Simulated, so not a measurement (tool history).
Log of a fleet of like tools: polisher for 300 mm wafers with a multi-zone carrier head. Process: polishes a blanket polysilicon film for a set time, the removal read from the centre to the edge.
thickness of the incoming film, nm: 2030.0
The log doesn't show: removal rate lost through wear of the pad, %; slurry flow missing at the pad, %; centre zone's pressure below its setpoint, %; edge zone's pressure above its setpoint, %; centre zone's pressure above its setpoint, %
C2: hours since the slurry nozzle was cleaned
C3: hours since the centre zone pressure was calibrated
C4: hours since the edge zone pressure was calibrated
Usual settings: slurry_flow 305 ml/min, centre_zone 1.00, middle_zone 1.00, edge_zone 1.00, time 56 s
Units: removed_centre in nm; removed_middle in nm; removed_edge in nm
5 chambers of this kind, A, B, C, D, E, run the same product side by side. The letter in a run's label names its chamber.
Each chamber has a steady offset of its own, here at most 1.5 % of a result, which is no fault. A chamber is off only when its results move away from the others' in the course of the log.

{"run": "1C", "hour": 8.5, "slurry_flow": 305, "centre_zone": 1.0, "middle_zone": 1.0, "edge_zone": 1.0, "time": 56, "wafers polished on this pad": 269, "C2": 94.5, "C3": 138.4, "C4": 299.7, "removed_centre": 639.99, "removed_middle": 649.85, "removed_edge": 648.71}
{"run": "2A", "hour": 14.3, "slurry_flow": 305, "centre_zone": 1.0, "middle_zone": 1.0, "edge_zone": 1.0, "time": 56, "wafers polished on this pad": 210, "C2": 121.7, "C3": 224.6, "C4": 1101.4, "removed_centre": 640.66, "removed_middle": 636.19, "removed_edge": 634.94}
{"run": "3B", "hour": 22.5, "slurry_flow": 305, "centre_zone": 1.0, "middle_zone": 1.0, "edge_zone": 1.0, "time": 56, "wafers polished on this pad": 1045, "C2": 480.7, "C3": 1007.8, "C4": 259.5, "removed_centre": 646.69, "removed_middle": 637.73, "removed_edge": 637.33}
{"hour": 24.7, "done": "chamber B: worn pad replaced by a new one"}
{"run": "4E", "hour": 27.9, "slurry_flow": 305, "centre_zone": 1.0, "middle_zone": 1.0, "edge_zone": 1.0, "time": 56, "wafers polished on this pad": 334, "C2": 654.0, "C3": 436.8, "C4": 160.6, "removed_centre": 639.49, "removed_middle": 638.34, "removed_edge": 640.32}
{"run": "5D", "hour": 33.3, "slurry_flow": 305, "centre_zone": 1.0, "middle_zone": 1.0, "edge_zone": 1.0, "time": 56, "wafers polished on this pad": 460, "C2": 59.8, "C3": 1369.0, "C4": 147.9, "removed_centre": 632.87, "removed_middle": 640.93, "removed_edge": 630.17}
{"run": "6C", "hour": 40.4, "slurry_flow": 305, "centre_zone": 1.0, "middle_zone": 1.0, "edge_zone": 0.92, "time": 42, "wafers polished on this pad": 575, "C2": 126.4, "C3": 170.3, "C4": 331.6, "removed_centre": 481.49, "removed_middle": 477.73, "removed_edge": 459.87}
{"hour": 41.5, "done": "chamber D: worn pad replaced by a new one"}
{"run": "7A", "hour": 47.9, "slurry_flow": 305, "centre_zone": 1.0, "middle_zone": 1.0, "edge_zone": 0.92, "time": 42, "wafers polished on this pad": 532, "C2": 155.3, "C3": 258.2, "C4": 1135.0, "removed_centre": 472.28, "removed_middle": 484.05, "removed_edge": 459.32}
{"hour": 51.3, "done": "chamber A: worn pad replaced by a new one"}
{"run": "8B", "hour": 55.7, "slurry_flow": 305, "centre_zone": 1.0, "middle_zone": 1.0, "edge_zone": 0.92, "time": 42, "wafers polished on this pad": 297, "C2": 513.9, "C3": 1041.0, "C4": 292.7, "removed_centre": 476.37, "removed_middle": 474.41, "removed_edge": 461.52}
{"run": "9E", "hour": 63.0, "slurry_flow": 305, "centre_zone": 1.0, "middle_zone": 1.0, "edge_zone": 0.92, "time": 42, "wafers polished on this pad": 670, "C2": 689.1, "C3": 471.9, "C4": 195.7, "removed_centre": 474.03, "removed_middle": 481.92, "removed_edge": 461.82}
{"run": "10D", "hour": 69.6, "slurry_flow": 305, "centre_zone": 1.0, "middle_zone": 1.0, "edge_zone": 0.92, "time": 42, "wafers polished on this pad": 269, "C2": 96.1, "C3": 1405.3, "C4": 184.2, "removed_centre": 483.32, "removed_middle": 485.0, "removed_edge": 455.15}
{"run": "11C", "hour": 76.0, "slurry_flow": 305, "centre_zone": 1.05, "middle_zone": 1.0, "edge_zone": 1.1, "time": 56, "wafers polished on this pad": 915, "C2": 162.0, "C3": 205.9, "C4": 367.2, "removed_centre": 686.54, "removed_middle": 654.61, "removed_edge": 673.25}
{"run": "12E", "hour": 81.0, "slurry_flow": 305, "centre_zone": 1.05, "middle_zone": 1.0, "edge_zone": 1.1, "time": 56, "wafers polished on this pad": 842, "C2": 707.1, "C3": 489.9, "C4": 213.7, "removed_centre": 671.67, "removed_middle": 645.4, "removed_edge": 671.95}
{"hour": 82.6, "done": "chamber E: worn pad replaced by a new one"}
{"run": "13D", "hour": 85.4, "slurry_flow": 305, "centre_zone": 1.05, "middle_zone": 1.0, "edge_zone": 1.1, "time": 56, "wafers polished on this pad": 420, "C2": 111.9, "C3": 1421.1, "C4": 200.0, "removed_centre": 669.56, "removed_middle": 629.9, "removed_edge": 672.59}
{"hour": 87.8, "done": "chamber D: centre zone pressure recalibrated"}
{"hour": 89.2, "done": "chamber A: centre zone pressure recalibrated"}
{"run": "14A", "hour": 93.4, "slurry_flow": 305, "centre_zone": 1.05, "middle_zone": 1.0, "edge_zone": 1.1, "time": 56, "wafers polished on this pad": 403, "C2": 200.8, "C3": 4.2, "C4": 1180.5, "removed_centre": 637.53, "removed_middle": 642.71, "removed_edge": 654.01}
{"hour": 94.5, "done": "chamber B: slurry nozzle cleaned"}
{"hour": 97.9, "done": "chamber D: worn pad replaced by a new one"}
{"run": "15B", "hour": 98.5, "slurry_flow": 305, "centre_zone": 1.05, "middle_zone": 1.0, "edge_zone": 1.1, "time": 56, "wafers polished on this pad": 707, "C2": 4.1, "C3": 1083.8, "C4": 335.5, "removed_centre": 672.72, "removed_middle": 628.98, "removed_edge": 672.72}
{"run": "16E", "hour": 106.8, "slurry_flow": 305, "centre_zone": 1.0, "middle_zone": 1.0, "edge_zone": 1.0, "time": 56, "wafers polished on this pad": 232, "C2": 732.9, "C3": 515.7, "C4": 239.5, "removed_centre": 637.76, "removed_middle": 639.49, "removed_edge": 646.04}
{"run": "17B", "hour": 115.4, "slurry_flow": 305, "centre_zone": 1.0, "middle_zone": 1.0, "edge_zone": 1.0, "time": 56, "wafers polished on this pad": 868, "C2": 21.0, "C3": 1100.7, "C4": 352.4, "removed_centre": 644.97, "removed_middle": 635.52, "removed_edge": 640.33}
{"hour": 117.6, "done": "chamber A: worn pad replaced by a new one"}
{"hour": 121.8, "done": "chamber C: worn pad replaced by a new one"}
{"run": "18C", "hour": 123.0, "slurry_flow": 305, "centre_zone": 1.0, "middle_zone": 1.0, "edge_zone": 1.0, "time": 56, "wafers polished on this pad": 11, "C2": 209.0, "C3": 252.9, "C4": 414.2, "removed_centre": 625.5, "removed_middle": 644.32, "removed_edge": 646.34}
{"run": "19D", "hour": 129.5, "slurry_flow": 305, "centre_zone": 1.0, "middle_zone": 1.0, "edge_zone": 1.0, "time": 56, "wafers polished on this pad": 303, "C2": 156.0, "C3": 41.7, "C4": 244.1, "removed_centre": 641.09, "removed_middle": 637.91, "removed_edge": 637.52}
{"run": "20A", "hour": 134.2, "slurry_flow": 305, "centre_zone": 1.0, "middle_zone": 1.0, "edge_zone": 1.0, "time": 56, "wafers polished on this pad": 159, "C2": 241.6, "C3": 45.0, "C4": 1221.3, "removed_centre": 607.91, "removed_middle": 653.59, "removed_edge": 635.66}
{"run": "21C", "hour": 139.4, "slurry_flow": 305, "centre_zone": 1.0, "middle_zone": 1.11, "edge_zone": 1.0, "time": 62, "wafers polished on this pad": 168, "C2": 225.4, "C3": 269.3, "C4": 430.6, "removed_centre": 706.88, "removed_middle": 773.76, "removed_edge": 718.49}
{"hour": 145.5, "done": "chamber D: worn pad replaced by a new one"}
{"run": "22A", "hour": 145.9, "slurry_flow": 305, "centre_zone": 1.0, "middle_zone": 1.11, "edge_zone": 1.0, "time": 62, "wafers polished on this pad": 271, "C2": 253.3, "C3": 56.7, "C4": 1233.0, "removed_centre": 671.56, "removed_middle": 781.54, "removed_edge": 695.54}
{"hour": 147.6, "done": "chamber B: worn pad replaced by a new one"}
{"run": "23E", "hour": 153.7, "slurry_flow": 305, "centre_zone": 1.0, "middle_zone": 1.11, "edge_zone": 1.0, "time": 62, "wafers polished on this pad": 681, "C2": 779.8, "C3": 562.6, "C4": 286.4, "removed_centre": 707.55, "removed_middle": 776.61, "removed_edge": 706.27}
{"run": "24B", "hour": 161.7, "slurry_flow": 305, "centre_zone": 1.0, "middle_zone": 1.11, "edge_zone": 1.0, "time": 62, "wafers polished on this pad": 135, "C2": 67.3, "C3": 1147.0, "C4": 398.7, "removed_centre": 708.48, "removed_middle": 782.89, "removed_edge": 711.36}
{"hour": 162.2, "done": "chamber D: edge zone pressure recalibrated"}
{"run": "25D", "hour": 168.1, "slurry_flow": 305, "centre_zone": 1.0, "middle_zone": 1.11, "edge_zone": 1.0, "time": 62, "wafers polished on this pad": 217, "C2": 194.6, "C3": 80.3, "C4": 5.9, "removed_centre": 719.87, "removed_middle": 784.53, "removed_edge": 708.56}
{"hour": 171.9, "done": "chamber E: worn pad replaced by a new one"}
{"run": "26D", "hour": 173.0, "slurry_flow": 305, "centre_zone": 1.0, "middle_zone": 1.0, "edge_zone": 1.0, "time": 56, "wafers polished on this pad": 264, "C2": 199.5, "C3": 85.2, "C4": 10.8, "removed_centre": 639.55, "removed_middle": 633.47, "removed_edge": 640.99}
{"hour": 174.0, "done": "chamber E: slurry nozzle cleaned"}
{"hour": 178.2, "done": "chamber A: worn pad replaced by a new one"}
{"run": "27C", "hour": 180.4, "slurry_flow": 305, "centre_zone": 1.0, "middle_zone": 1.0, "edge_zone": 1.07, "time": 56, "wafers polished on this pad": 560, "C2": 266.4, "C3": 310.3, "C4": 471.6, "removed_centre": 649.88, "removed_middle": 638.83, "removed_edge": 670.61}
{"run": "28A", "hour": 187.7, "slurry_flow": 305, "centre_zone": 1.0, "middle_zone": 1.0, "edge_zone": 1.07, "time": 56, "wafers polished on this pad": 90, "C2": 295.1, "C3": 98.5, "C4": 1274.8, "removed_centre": 613.23, "removed_middle": 645.15, "removed_edge": 646.94}
{"run": "29E", "hour": 192.7, "slurry_flow": 305, "centre_zone": 1.0, "middle_zone": 1.0, "edge_zone": 1.07, "time": 56, "wafers polished on this pad": 199, "C2": 18.7, "C3": 601.6, "C4": 325.4, "removed_centre": 632.29, "removed_middle": 632.14, "removed_edge": 664.55}
{"run": "30B", "hour": 197.8, "slurry_flow": 305, "centre_zone": 1.0, "middle_zone": 1.0, "edge_zone": 1.07, "time": 56, "wafers polished on this pad": 481, "C2": 103.4, "C3": 1183.1, "C4": 434.8, "removed_centre": 645.88, "removed_middle": 645.3, "removed_edge": 657.08}
{"run": "31E", "hour": 205.8, "slurry_flow": 305, "centre_zone": 1.0, "middle_zone": 1.0, "edge_zone": 1.07, "time": 56, "wafers polished on this pad": 325, "C2": 31.8, "C3": 614.7, "C4": 338.5, "removed_centre": 629.22, "removed_middle": 638.63, "removed_edge": 666.21}
{"run": "32C", "hour": 214.6, "slurry_flow": 305, "centre_zone": 1.0, "middle_zone": 1.0, "edge_zone": 1.0, "time": 56, "wafers polished on this pad": 888, "C2": 300.6, "C3": 344.5, "C4": 505.8, "removed_centre": 639.87, "removed_middle": 654.47, "removed_edge": 650.89}

What goes on in this fleet: one chamber off, a drifting gauge, or nothing beyond the chambers' own small offsets? Name the chamber and the cause, if any.

A service left chamber A off against the others.
Cause: centre zone's pressure below its setpoint, % = 5.34.

Here are 4 candidates for chamber A's next run, each the usual settings with a change, their results left as question marks. Which one brings its results back in line with what the others give on the usual settings?
In line means no further than this from the other chambers' mean on the usual settings: removed_centre 19.00 nm; removed_middle 27.00 nm; removed_edge 17.00 nm
{"run": "33A-1", "hour": 221.0, "slurry_flow": 305, "centre_zone": 0.96, "middle_zone": 1.03, "edge_zone": 1.0, "time": 55, "removed_centre": "?", "removed_middle": "?", "removed_edge": "?"}
{"run": "33A-2", "hour": 221.0, "slurry_flow": 305, "centre_zone": 1.04, "middle_zone": 0.97, "edge_zone": 1.0, "time": 57, "removed_centre": "?", "removed_middle": "?", "removed_edge": "?"}
{"run": "33A-3", "hour": 221.0, "slurry_flow": 305, "centre_zone": 1.07, "middle_zone": 0.94, "edge_zone": 1.0, "time": 58, "removed_centre": "?", "removed_middle": "?", "removed_edge": "?"}
{"run": "33A-4", "hour": 221.0, "slurry_flow": 305, "centre_zone": 0.93, "middle_zone": 1.06, "edge_zone": 1.0, "time": 54, "removed_centre": "?", "removed_middle": "?", "removed_edge": "?"}

The other chambers' mean on the usual settings: removed_centre 638.39 nm; removed_middle 638.60 nm; removed_edge 641.30 nm
run=33A-1 removed_centre=566.23 removed_middle=648.46 removed_edge=619.38
run=33A-2 removed_centre=640.49 removed_middle=635.37 removed_edge=642.47
run=33A-3 removed_centre=672.15 removed_middle=627.91 removed_edge=654.03
run=33A-4 removed_centre=536.88 removed_middle=654.02 removed_edge=607.85
33A-2 brings the chamber back in line.
